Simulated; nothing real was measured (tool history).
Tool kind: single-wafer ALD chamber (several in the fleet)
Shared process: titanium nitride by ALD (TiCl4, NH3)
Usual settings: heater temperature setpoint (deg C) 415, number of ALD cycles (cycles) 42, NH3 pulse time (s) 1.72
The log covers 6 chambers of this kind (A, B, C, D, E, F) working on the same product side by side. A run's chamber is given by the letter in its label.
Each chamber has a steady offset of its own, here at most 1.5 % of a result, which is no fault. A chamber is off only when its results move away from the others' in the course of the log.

run   hour  heater temperature setpoint (deg C)  number of ALD cycles (cycles)  NH3 pulse time (s)  read-back reference wafer on the same gauge, thickness_nm  mean film thickness on the monitor wafer (nm)
 1E   13.1                                  415                             42                1.72                                                    0.78282                                        0.92919
 2D   21.4                                  415                             42                1.72                                                    0.78332                                        0.92174
 3C   32.7                                  415                             42                1.72                                                    0.78347                                         0.9311
 4F   44.8                                  415                             42                1.72                                                    0.78335                                         0.9334
 5A   54.6                                  415                             42                1.72                                                     0.7837                                        0.91567
 6B     61                                  415                             42                1.72                                                    0.78361                                        0.92139
 7F   74.8                                  415                             39                1.72                                                    0.78365                                        0.86828
 8E   88.2                                  415                             39                1.72                                                    0.78404                                        0.86284
 9B    100                                  415                             39                1.72                                                    0.78376                                        0.85718
10A  114.1                                  415                             39                1.72                                                    0.78422                                        0.85288
11D  127.5                                  415                             39                1.72                                                    0.78446                                        0.85804
12C  141.4                                  415                             39                1.72                                                     0.7843                                         0.8626
13D  154.2                                  415                             42                1.72                                                    0.78443                                        0.92448
14B  162.6                                  415                             42                1.72                                                    0.78468                                         0.9255
15E  173.6                                  415                             42                1.72                                                    0.78481                                        0.93158
16A    180                                  415                             42                1.72                                                    0.78483                                        0.91762
17C  186.9                                  415                             42                1.72                                                     0.7849                                        0.93177
18F  200.4                                  415                             42                1.72                                                    0.78518                                        0.93526
19F  212.9                                  415                             42                1.72                                                    0.78528                                        0.93729
20B  225.8                                  415                             42                1.72                                                    0.78532                                        0.92529
21C  234.6                                  410                             42                1.72                                                    0.78555                                        0.93127
22E  244.1                                  410                             42                1.72                                                    0.78558                                        0.93085
23D    251                                  410                             42                1.72                                                     0.7855                                        0.91889
24A  258.6                                  410                             42                1.72                                                     0.7856                                        0.91697
25A  265.9                                  410                             42                1.72                                                     0.7856                                        0.91695
26E  274.3                                  410                             42                1.72                                                     0.7859                                        0.92968
27B  286.6                                  403                             42                 1.1                                                    0.78578                                        0.90363
28D  297.8                                  403                             42                 1.1                                                    0.78614                                        0.89817
29C  306.4                                  403                             42                 1.1                                                    0.78617                                        0.90722
     309.9  -- chamber C: thermocouple changed; heater temperature recalibrated
30F  316.3                                  403                             42                 1.1                                                    0.78617                                        0.91257
31F    327                                  403                             42                 1.1                                                    0.78655                                        0.91355
32C  340.2                                  403                             42                 1.1                                                    0.78601                                         0.9085
33D  348.7                                  415                             42                1.72                                                    0.78677                                        0.92509
34E  361.2                                  402                             38                1.72                                                    0.78668                                        0.83813
35B  374.6                                  402                             38                1.72                                                    0.78673                                        0.83487
36A  387.4                                  402                             38                1.72                                                     0.7868                                        0.82672
37F  394.7                                  402                             38                1.72                                                    0.78703                                          0.845
38D    407                                  402                             38                1.72                                                    0.78691                                         0.8333

One chamber off, gauge drift, or nothing amiss beyond the chambers' own small offsets? If it is a chamber, which one, and what is the likeliest cause?

No chamber is off; the gauge reading every chamber's wafers drifts, which makes the whole fleet appear to move together.
Likeliest cause: gauge reads high (%) = 0.542.

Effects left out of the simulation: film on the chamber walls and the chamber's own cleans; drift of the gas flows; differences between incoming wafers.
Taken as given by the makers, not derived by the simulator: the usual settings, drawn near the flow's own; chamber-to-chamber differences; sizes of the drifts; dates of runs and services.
